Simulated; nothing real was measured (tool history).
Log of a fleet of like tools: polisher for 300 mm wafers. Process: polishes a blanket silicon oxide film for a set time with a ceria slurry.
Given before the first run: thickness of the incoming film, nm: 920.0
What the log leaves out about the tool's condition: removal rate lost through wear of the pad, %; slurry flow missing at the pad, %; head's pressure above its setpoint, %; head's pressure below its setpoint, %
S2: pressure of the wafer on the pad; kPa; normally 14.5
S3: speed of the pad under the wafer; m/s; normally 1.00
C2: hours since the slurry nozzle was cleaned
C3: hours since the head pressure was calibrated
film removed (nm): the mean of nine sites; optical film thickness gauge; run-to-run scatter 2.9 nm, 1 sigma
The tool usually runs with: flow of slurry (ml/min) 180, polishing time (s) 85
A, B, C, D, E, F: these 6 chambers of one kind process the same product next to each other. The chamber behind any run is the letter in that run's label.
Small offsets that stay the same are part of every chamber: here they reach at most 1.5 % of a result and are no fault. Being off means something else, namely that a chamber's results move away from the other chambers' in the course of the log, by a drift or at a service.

{"run": "1A", "hour": 8.6, "flow of slurry (ml/min)": 180, "S2": 14.5, "S3": 1.0, "polishing time (s)": 85, "wafers polished on this pad": 861, "C2": 254.1, "C3": 284.6, "film removed (nm)": 246.08}
{"hour": 13.7, "done": "chamber A: worn pad replaced by a new one"}
{"run": "2E", "hour": 22.2, "flow of slurry (ml/min)": 180, "S2": 14.5, "S3": 1.0, "polishing time (s)": 85, "wafers polished on this pad": 1156, "C2": 212.8, "C3": 887.3, "film removed (nm)": 240.83}
{"hour": 27.0, "done": "chamber B: worn pad replaced by a new one"}
{"run": "3C", "hour": 30.8, "flow of slurry (ml/min)": 180, "S2": 14.5, "S3": 1.0, "polishing time (s)": 85, "wafers polished on this pad": 748, "C2": 210.7, "C3": 281.6, "film removed (nm)": 236.5}
{"hour": 33.4, "done": "chamber E: worn pad replaced by a new one"}
{"run": "4F", "hour": 39.9, "flow of slurry (ml/min)": 180, "S2": 14.5, "S3": 1.0, "polishing time (s)": 85, "wafers polished on this pad": 652, "C2": 206.9, "C3": 529.4, "film removed (nm)": 242.75}
{"run": "5D", "hour": 49.2, "flow of slurry (ml/min)": 180, "S2": 9.7, "S3": 1.0, "polishing time (s)": 85, "wafers polished on this pad": 486, "C2": 241.9, "C3": 831.5, "film removed (nm)": 158.1}
{"run": "6B", "hour": 63.0, "flow of slurry (ml/min)": 180, "S2": 9.7, "S3": 1.0, "polishing time (s)": 85, "wafers polished on this pad": 305, "C2": 762.8, "C3": 273.3, "film removed (nm)": 158.66}
{"run": "7B", "hour": 72.7, "flow of slurry (ml/min)": 180, "S2": 9.7, "S3": 1.0, "polishing time (s)": 85, "wafers polished on this pad": 387, "C2": 772.5, "C3": 283.0, "film removed (nm)": 156.04}
{"hour": 82.5, "done": "chamber D: worn pad replaced by a new one"}
{"run": "8F", "hour": 85.2, "flow of slurry (ml/min)": 180, "S2": 9.7, "S3": 1.0, "polishing time (s)": 85, "wafers polished on this pad": 1036, "C2": 252.2, "C3": 574.7, "film removed (nm)": 161.99}
{"run": "9C", "hour": 96.8, "flow of slurry (ml/min)": 180, "S2": 9.7, "S3": 1.0, "polishing time (s)": 85, "wafers polished on this pad": 1307, "C2": 276.7, "C3": 347.6, "film removed (nm)": 159.87}
{"hour": 97.6, "done": "chamber C: worn pad replaced by a new one"}
{"hour": 99.1, "done": "chamber A: worn pad replaced by a new one"}
{"hour": 101.6, "done": "chamber F: worn pad replaced by a new one"}
{"run": "10D", "hour": 108.1, "flow of slurry (ml/min)": 180, "S2": 9.7, "S3": 1.0, "polishing time (s)": 85, "wafers polished on this pad": 217, "C2": 300.8, "C3": 890.4, "film removed (nm)": 157.61}
{"hour": 110.0, "done": "chamber B: slurry nozzle cleaned"}
{"run": "11E", "hour": 118.9, "flow of slurry (ml/min)": 180, "S2": 14.5, "S3": 1.0, "polishing time (s)": 85, "wafers polished on this pad": 724, "C2": 309.5, "C3": 984.0, "film removed (nm)": 241.25}
{"run": "12A", "hour": 131.3, "flow of slurry (ml/min)": 180, "S2": 14.5, "S3": 1.0, "polishing time (s)": 85, "wafers polished on this pad": 273, "C2": 376.8, "C3": 407.3, "film removed (nm)": 239.13}
{"hour": 138.2, "done": "chamber B: worn pad replaced by a new one"}
{"run": "13E", "hour": 140.1, "flow of slurry (ml/min)": 180, "S2": 14.5, "S3": 1.0, "polishing time (s)": 85, "wafers polished on this pad": 904, "C2": 330.7, "C3": 1005.2, "film removed (nm)": 244.02}
{"hour": 149.4, "done": "chamber C: slurry nozzle cleaned"}
{"run": "14F", "hour": 154.1, "flow of slurry (ml/min)": 150, "S2": 14.5, "S3": 1.0, "polishing time (s)": 85, "wafers polished on this pad": 445, "C2": 321.1, "C3": 643.6, "film removed (nm)": 232.75}
{"hour": 164.2, "done": "chamber B: head pressure recalibrated"}
{"run": "15A", "hour": 166.0, "flow of slurry (ml/min)": 150, "S2": 14.5, "S3": 1.0, "polishing time (s)": 85, "wafers polished on this pad": 567, "C2": 411.5, "C3": 442.0, "film removed (nm)": 238.49}
{"hour": 167.7, "done": "chamber D: worn pad replaced by a new one"}
{"hour": 170.2, "done": "chamber E: head pressure recalibrated"}
{"run": "16B", "hour": 173.8, "flow of slurry (ml/min)": 150, "S2": 14.5, "S3": 1.0, "polishing time (s)": 85, "wafers polished on this pad": 302, "C2": 63.9, "C3": 9.6, "film removed (nm)": 233.45}
{"run": "17D", "hour": 182.4, "flow of slurry (ml/min)": 150, "S2": 14.5, "S3": 1.0, "polishing time (s)": 85, "wafers polished on this pad": 124, "C2": 375.1, "C3": 964.7, "film removed (nm)": 228.92}
{"run": "18C", "hour": 192.8, "flow of slurry (ml/min)": 150, "S2": 14.5, "S3": 1.0, "polishing time (s)": 85, "wafers polished on this pad": 806, "C2": 43.5, "C3": 443.6, "film removed (nm)": 230.37}
{"hour": 195.4, "done": "chamber E: worn pad replaced by a new one"}
{"hour": 195.6, "done": "chamber A: worn pad replaced by a new one"}
{"run": "19C", "hour": 201.8, "flow of slurry (ml/min)": 150, "S2": 14.5, "S3": 1.0, "polishing time (s)": 85, "wafers polished on this pad": 883, "C2": 52.5, "C3": 452.6, "film removed (nm)": 227.87}
{"run": "20A", "hour": 209.3, "flow of slurry (ml/min)": 180, "S2": 14.5, "S3": 1.0, "polishing time (s)": 97, "wafers polished on this pad": 116, "C2": 454.8, "C3": 485.3, "film removed (nm)": 278.54}
{"run": "21E", "hour": 220.3, "flow of slurry (ml/min)": 180, "S2": 14.5, "S3": 1.0, "polishing time (s)": 97, "wafers polished on this pad": 211, "C2": 410.9, "C3": 50.2, "film removed (nm)": 270.1}
{"hour": 230.8, "done": "chamber F: worn pad replaced by a new one"}
{"run": "22D", "hour": 230.8, "flow of slurry (ml/min)": 180, "S2": 14.5, "S3": 1.0, "polishing time (s)": 97, "wafers polished on this pad": 534, "C2": 423.5, "C3": 1013.1, "film removed (nm)": 273.03}
{"run": "23F", "hour": 239.4, "flow of slurry (ml/min)": 180, "S2": 14.5, "S3": 1.0, "polishing time (s)": 97, "wafers polished on this pad": 73, "C2": 406.4, "C3": 728.9, "film removed (nm)": 270.87}
{"hour": 241.0, "done": "chamber F: head pressure recalibrated"}
{"run": "24B", "hour": 249.8, "flow of slurry (ml/min)": 180, "S2": 14.5, "S3": 1.0, "polishing time (s)": 97, "wafers polished on this pad": 946, "C2": 139.9, "C3": 85.6, "film removed (nm)": 269.36}
{"hour": 251.3, "done": "chamber D: worn pad replaced by a new one"}
{"hour": 258.5, "done": "chamber B: worn pad replaced by a new one"}
{"hour": 258.8, "done": "chamber C: worn pad replaced by a new one"}
{"run": "25E", "hour": 259.2, "flow of slurry (ml/min)": 180, "S2": 14.5, "S3": 1.0, "polishing time (s)": 97, "wafers polished on this pad": 541, "C2": 449.8, "C3": 89.1, "film removed (nm)": 277.55}
{"hour": 259.8, "done": "chamber E: slurry nozzle cleaned"}
{"run": "26A", "hour": 271.4, "flow of slurry (ml/min)": 180, "S2": 14.5, "S3": 1.0, "polishing time (s)": 85, "wafers polished on this pad": 643, "C2": 516.9, "C3": 547.4, "film removed (nm)": 241.09}
{"run": "27D", "hour": 277.6, "flow of slurry (ml/min)": 180, "S2": 14.5, "S3": 1.0, "polishing time (s)": 85, "wafers polished on this pad": 223, "C2": 470.3, "C3": 1059.9, "film removed (nm)": 237.39}
{"hour": 289.5, "done": "chamber A: worn pad replaced by a new one"}
{"run": "28B", "hour": 290.3, "flow of slurry (ml/min)": 180, "S2": 14.5, "S3": 1.0, "polishing time (s)": 85, "wafers polished on this pad": 270, "C2": 180.4, "C3": 126.1, "film removed (nm)": 242.0}
{"run": "29C", "hour": 299.3, "flow of slurry (ml/min)": 180, "S2": 13.1, "S3": 0.68, "polishing time (s)": 85, "wafers polished on this pad": 344, "C2": 150.0, "C3": 550.1, "film removed (nm)": 147.01}
{"run": "30F", "hour": 311.1, "flow of slurry (ml/min)": 180, "S2": 13.1, "S3": 0.68, "polishing time (s)": 85, "wafers polished on this pad": 680, "C2": 478.1, "C3": 70.2, "film removed (nm)": 131.76}
{"run": "31A", "hour": 317.8, "flow of slurry (ml/min)": 180, "S2": 13.1, "S3": 0.68, "polishing time (s)": 85, "wafers polished on this pad": 240, "C2": 563.3, "C3": 593.8, "film removed (nm)": 150.25}
{"run": "32C", "hour": 326.7, "flow of slurry (ml/min)": 180, "S2": 13.1, "S3": 0.68, "polishing time (s)": 85, "wafers polished on this pad": 576, "C2": 177.4, "C3": 577.5, "film removed (nm)": 150.76}
{"run": "33D", "hour": 333.5, "flow of slurry (ml/min)": 180, "S2": 13.1, "S3": 0.68, "polishing time (s)": 85, "wafers polished on this pad": 696, "C2": 526.2, "C3": 1115.8, "film removed (nm)": 145.03}
{"run": "34E", "hour": 344.0, "flow of slurry (ml/min)": 180, "S2": 13.1, "S3": 0.68, "polishing time (s)": 85, "wafers polished on this pad": 1260, "C2": 84.3, "C3": 173.9, "film removed (nm)": 149.59}
{"run": "35B", "hour": 353.3, "flow of slurry (ml/min)": 180, "S2": 14.5, "S3": 1.0, "polishing time (s)": 85, "wafers polished on this pad": 804, "C2": 243.4, "C3": 189.1, "film removed (nm)": 239.62}
{"hour": 357.5, "done": "chamber B: worn pad replaced by a new one"}
{"hour": 359.3, "done": "chamber E: worn pad replaced by a new one"}
{"run": "36F", "hour": 359.6, "flow of slurry (ml/min)": 180, "S2": 14.5, "S3": 1.0, "polishing time (s)": 85, "wafers polished on this pad": 1091, "C2": 526.6, "C3": 118.7, "film removed (nm)": 218.44}
{"run": "37F", "hour": 370.7, "flow of slurry (ml/min)": 180, "S2": 14.5, "S3": 1.0, "polishing time (s)": 85, "wafers polished on this pad": 1186, "C2": 537.7, "C3": 129.8, "film removed (nm)": 216.24}
{"run": "38E", "hour": 383.7, "flow of slurry (ml/min)": 180, "S2": 14.5, "S3": 1.0, "polishing time (s)": 85, "wafers polished on this pad": 207, "C2": 124.0, "C3": 213.6, "film removed (nm)": 240.25}
{"hour": 386.8, "done": "chamber C: worn pad replaced by a new one"}
{"run": "39B", "hour": 391.6, "flow of slurry (ml/min)": 180, "S2": 14.5, "S3": 1.0, "polishing time (s)": 85, "wafers polished on this pad": 289, "C2": 281.7, "C3": 227.4, "film removed (nm)": 239.8}
{"hour": 394.6, "done": "chamber A: worn pad replaced by a new one"}
{"run": "40C", "hour": 401.9, "flow of slurry (ml/min)": 180, "S2": 14.5, "S3": 1.0, "polishing time (s)": 85, "wafers polished on this pad": 128, "C2": 252.6, "C3": 652.7, "film removed (nm)": 239.06}
{"run": "41A", "hour": 414.3, "flow of slurry (ml/min)": 180, "S2": 14.5, "S3": 1.0, "polishing time (s)": 85, "wafers polished on this pad": 167, "C2": 659.8, "C3": 690.3, "film removed (nm)": 245.47}

For the next run the whole fleet of 6 chambers uses the same settings. Give each chamber's results:
{"run": "42A", "hour": 424.6, "flow of slurry (ml/min)": 125, "S2": 14.5, "S3": 1.0, "polishing time (s)": 85, "film removed (nm)": "?"}
{"run": "42B", "hour": 424.6, "flow of slurry (ml/min)": 125, "S2": 14.5, "S3": 1.0, "polishing time (s)": 85, "film removed (nm)": "?"}
{"run": "42C", "hour": 424.6, "flow of slurry (ml/min)": 125, "S2": 14.5, "S3": 1.0, "polishing time (s)": 85, "film removed (nm)": "?"}
{"run": "42D", "hour": 424.6, "flow of slurry (ml/min)": 125, "S2": 14.5, "S3": 1.0, "polishing time (s)": 85, "film removed (nm)": "?"}
{"run": "42E", "hour": 424.6, "flow of slurry (ml/min)": 125, "S2": 14.5, "S3": 1.0, "polishing time (s)": 85, "film removed (nm)": "?"}
{"run": "42F", "hour": 424.6, "flow of slurry (ml/min)": 125, "S2": 14.5, "S3": 1.0, "polishing time (s)": 85, "film removed (nm)": "?"}

run=42A film_removed_(nm)=228.82
run=42B film_removed_(nm)=221.80
run=42C film_removed_(nm)=223.17
run=42D film_removed_(nm)=225.49
run=42E film_removed_(nm)=225.29
run=42F film_removed_(nm)=198.32

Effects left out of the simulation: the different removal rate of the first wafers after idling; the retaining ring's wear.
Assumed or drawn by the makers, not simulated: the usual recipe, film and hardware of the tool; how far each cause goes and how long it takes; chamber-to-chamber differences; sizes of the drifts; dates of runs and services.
